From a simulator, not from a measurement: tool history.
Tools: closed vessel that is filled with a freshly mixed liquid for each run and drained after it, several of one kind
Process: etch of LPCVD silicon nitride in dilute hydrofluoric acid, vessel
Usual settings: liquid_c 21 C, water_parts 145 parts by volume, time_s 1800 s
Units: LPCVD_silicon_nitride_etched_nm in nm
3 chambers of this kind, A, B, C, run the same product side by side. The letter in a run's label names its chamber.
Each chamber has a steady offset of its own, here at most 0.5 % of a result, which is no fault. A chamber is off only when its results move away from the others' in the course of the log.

run	hour	liquid_c	water_parts	time_s	read-back film thickness of the LPCVD silicon nitride reference wafer, read on the same gauge (nm)	LPCVD_silicon_nitride_etched_nm
1C	7.5	21	145	1800	70.028	5.0144
2A	14.3	21	145	1800	70.014	5.0166
3B	22.5	21	145	1800	70.004	5.0073
4B	34.4	21	145	1800	69.995	4.9444
5A	42.3	21	145	1800	69.992	4.9278
6C	50.6	21	145	1800	69.999	5.0547
7A	58.5	21	145	1800	69.995	4.9119
8C	65.4	21	145	1800	69.995	5.0596
9B	75.1	24.5	100	1800	70.01	8.9993
10A	83.5	24.5	100	1800	69.985	9.0527
11B	91.7	24.5	100	1800	69.983	9.2966
12C	103.6	21	145	1800	69.942	5.0638
13C	111	17.5	145	1800	70.003	3.905
14A	120.2	17.5	145	1800	69.985	3.8651
15B	128.4	17.5	145	1800	70.024	4.1
16C	134.1	21	145	1800	69.98	4.9892
# hour 136.7: chamber A: thermometer replaced
17A	142.1	21	145	1800	70.007	4.9861
18B	147.4	21	145	1800	70.018	5.2573
19C	153.4	21	145	1800	70.028	5.0907
20B	159.8	21	145	1800	70.01	5.2771
21A	169.9	21	195	1800	69.981	3.7242

What goes on in this fleet: one chamber off, a drifting gauge, or nothing beyond the chambers' own small offsets? Name the chamber and the cause, if any.

Chamber B drifts away from the others.
Cause: hydrofluoric acid flow above the setpoint (%) = 8.73.
The log may not tell that from: liquid hotter than its thermometer reads (K).

Here are 4 candidates for chamber B's next run, each the usual settings with a change, their results left as question marks. Which one brings its results back in line with what the others give on the usual settings?
In line means no further than this from the other chambers' mean on the usual settings: LPCVD_silicon_nitride_etched_nm 0.14 nm
22B-1	178.5	21	145	1755		?
22B-2	178.5	21	150	1730		?
22B-3	178.5	21	145	1825		?
22B-4	178.5	21	135	1800		?

The other chambers' mean on the usual settings: LPCVD_silicon_nitride_etched_nm 5.0133 nm
run	LPCVD_silicon_nitride_etched_nm
22B-1	5.2621
22B-2	5.0186
22B-3	5.472
22B-4	5.7861
22B-2 brings the chamber back in line.
